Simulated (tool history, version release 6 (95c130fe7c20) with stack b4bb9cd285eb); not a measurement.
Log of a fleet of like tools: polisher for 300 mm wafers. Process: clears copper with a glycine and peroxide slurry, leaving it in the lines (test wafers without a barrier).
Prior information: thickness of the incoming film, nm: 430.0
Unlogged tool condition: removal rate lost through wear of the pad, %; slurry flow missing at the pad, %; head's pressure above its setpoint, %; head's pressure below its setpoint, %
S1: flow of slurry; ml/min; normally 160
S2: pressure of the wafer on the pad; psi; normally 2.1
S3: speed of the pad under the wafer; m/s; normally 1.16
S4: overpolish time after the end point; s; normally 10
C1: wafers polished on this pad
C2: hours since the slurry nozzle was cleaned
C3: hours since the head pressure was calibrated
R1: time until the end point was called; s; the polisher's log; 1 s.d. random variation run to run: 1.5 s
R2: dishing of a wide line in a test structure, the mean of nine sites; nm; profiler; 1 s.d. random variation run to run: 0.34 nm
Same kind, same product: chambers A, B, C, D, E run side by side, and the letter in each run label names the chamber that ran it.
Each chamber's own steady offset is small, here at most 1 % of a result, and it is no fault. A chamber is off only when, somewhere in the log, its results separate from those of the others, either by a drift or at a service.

| run | day | S1 | S2 | S3 | S4 | C1 | C2 | C3 | R1 | R2 |
|---|---|---|---|---|---|---|---|---|---|---|
| 1A | 0.179 | 160 | 2.1 | 1.16 | 10 | 989 | 201.6 | 1357.0 | 105.890 | 30.136 |
| 2C | 0.329 | 160 | 2.1 | 1.16 | 10 | 694 | 412.7 | 819.1 | 105.400 | 29.567 |
|  | 0.342 | chamber A: head pressure recalibrated |
| 3D | 0.567 | 160 | 2.1 | 1.16 | 10 | 609 | 367.3 | 219.8 | 104.540 | 29.120 |
| 4E | 0.742 | 160 | 2.1 | 1.16 | 10 | 1140 | 24.5 | 232.6 | 104.990 | 29.159 |
| 5B | 0.900 | 160 | 2.1 | 1.16 | 10 | 215 | 225.8 | 1048.6 | 105.560 | 29.430 |
| 6A | 1.033 | 160 | 2.1 | 1.16 | 10 | 1104 | 222.1 | 16.6 | 103.890 | 29.170 |
|  | 1.221 | chamber C: worn pad replaced by a new one |
| 7C | 1.275 | 160 | 2.1 | 1.16 | 10 | 7 | 435.4 | 841.8 | 105.980 | 29.518 |
| 8E | 1.421 | 140 | 2.1 | 1.16 | 15 | 1232 | 40.8 | 248.9 | 111.510 | 41.062 |
| 9D | 1.525 | 140 | 2.1 | 1.16 | 15 | 738 | 390.3 | 242.8 | 110.280 | 40.594 |
| 10B | 1.704 | 140 | 2.1 | 1.16 | 15 | 324 | 245.1 | 1067.9 | 107.790 | 40.778 |
| 11D | 1.883 | 140 | 2.1 | 1.16 | 15 | 786 | 398.9 | 251.4 | 109.390 | 40.401 |
| 12A | 2.000 | 140 | 2.1 | 1.16 | 15 | 1234 | 245.3 | 39.8 | 104.220 | 41.336 |
| 13C | 2.179 | 160 | 2.1 | 1.16 | 10 | 129 | 457.1 | 863.5 | 104.370 | 29.820 |
|  | 2.183 | chamber D: worn pad replaced by a new one |
|  | 2.400 | chamber E: worn pad replaced by a new one |
| 14B | 2.417 | 160 | 2.1 | 1.16 | 10 | 419 | 262.2 | 1085.0 | 102.030 | 29.234 |
| 15E | 2.521 | 160 | 2.1 | 1.16 | 10 | 16 | 67.2 | 275.3 | 108.390 | 29.927 |
| 16B | 2.642 | 160 | 2.1 | 1.16 | 10 | 450 | 267.6 | 1090.4 | 103.980 | 28.739 |
| 17D | 2.821 | 160 | 2.1 | 1.16 | 10 | 85 | 421.4 | 273.9 | 103.460 | 29.331 |
| 18C | 3.062 | 130 | 2.1 | 1.16 | 5 | 247 | 478.3 | 884.7 | 108.670 | 15.254 |
|  | 3.242 | chamber A: worn pad replaced by a new one |
| 19A | 3.279 | 130 | 2.1 | 1.16 | 5 | 5 | 276.0 | 70.5 | 110.110 | 14.969 |
|  | 3.442 | chamber A: slurry nozzle cleaned |
| 20E | 3.517 | 130 | 2.1 | 1.16 | 5 | 150 | 91.1 | 299.2 | 109.860 | 14.747 |
| 21A | 3.675 | 130 | 2.1 | 1.16 | 5 | 58 | 5.6 | 80.0 | 110.130 | 15.147 |
| 22D | 3.825 | 130 | 2.1 | 1.16 | 5 | 220 | 445.5 | 298.0 | 113.060 | 14.567 |
| 23E | 4.054 | 160 | 2.1 | 1.16 | 10 | 222 | 104.0 | 312.1 | 106.470 | 29.132 |
|  | 4.175 | chamber B: worn pad replaced by a new one |
| 24C | 4.196 | 160 | 2.1 | 1.16 | 10 | 400 | 505.5 | 911.9 | 103.870 | 29.600 |
| 25B | 4.421 | 160 | 2.1 | 1.16 | 10 | 33 | 310.3 | 1133.1 | 106.220 | 29.687 |
| 26A | 4.562 | 160 | 2.1 | 1.16 | 10 | 177 | 26.9 | 101.3 | 103.400 | 29.725 |
| 27C | 4.792 | 160 | 2.6 | 1.36 | 10 | 480 | 519.8 | 926.2 | 77.635 | 39.200 |
| 28E | 4.938 | 160 | 2.6 | 1.36 | 10 | 341 | 125.2 | 333.3 | 76.747 | 39.322 |
| 29B | 5.138 | 160 | 2.6 | 1.36 | 10 | 129 | 327.5 | 1150.3 | 77.036 | 38.404 |
| 30D | 5.362 | 160 | 2.6 | 1.36 | 10 | 427 | 482.4 | 334.9 | 79.777 | 36.579 |
| 31B | 5.488 | 160 | 2.6 | 1.36 | 10 | 176 | 335.9 | 1158.7 | 77.594 | 38.713 |
| 32E | 5.650 | 160 | 2.1 | 1.16 | 10 | 437 | 142.3 | 350.4 | 107.760 | 29.724 |
| 33A | 5.808 | 160 | 2.1 | 1.16 | 10 | 345 | 56.8 | 131.2 | 102.840 | 29.814 |
| 34D | 6.038 | 160 | 2.1 | 1.16 | 10 | 518 | 498.6 | 351.1 | 112.760 | 27.786 |
| 35C | 6.279 | 160 | 2.1 | 1.16 | 10 | 680 | 555.5 | 961.9 | 105.170 | 29.642 |
| 36B | 6.442 | 160 | 2.1 | 1.16 | 10 | 305 | 358.8 | 1181.6 | 105.070 | 28.793 |
| 37E | 6.612 | 160 | 2.1 | 1.16 | 10 | 566 | 165.4 | 373.5 | 106.580 | 28.979 |
| 38C | 6.833 | 160 | 2.1 | 1.16 | 10 | 754 | 568.8 | 975.2 | 105.560 | 29.943 |
| 39A | 6.979 | 160 | 2.1 | 1.16 | 10 | 502 | 84.9 | 159.3 | 104.730 | 30.023 |

All 5 chambers run these settings next. Forecast each chamber's results:
| 40A | 7.154 | 160 | 2.1 | 1.16 | 10 |  |  |  | ? | ? |
| 40B | 7.154 | 160 | 2.1 | 1.16 | 10 |  |  |  | ? | ? |
| 40C | 7.154 | 160 | 2.1 | 1.16 | 10 |  |  |  | ? | ? |
| 40D | 7.154 | 160 | 2.1 | 1.16 | 10 |  |  |  | ? | ? |
| 40E | 7.154 | 160 | 2.1 | 1.16 | 10 |  |  |  | ? | ? |

| run | R1 | R2 |
|---|---|---|
| 40A | 106.760 | 29.886 |
| 40B | 105.270 | 28.876 |
| 40C | 106.180 | 29.580 |
| 40D | 112.760 | 27.407 |
| 40E | 105.990 | 29.527 |
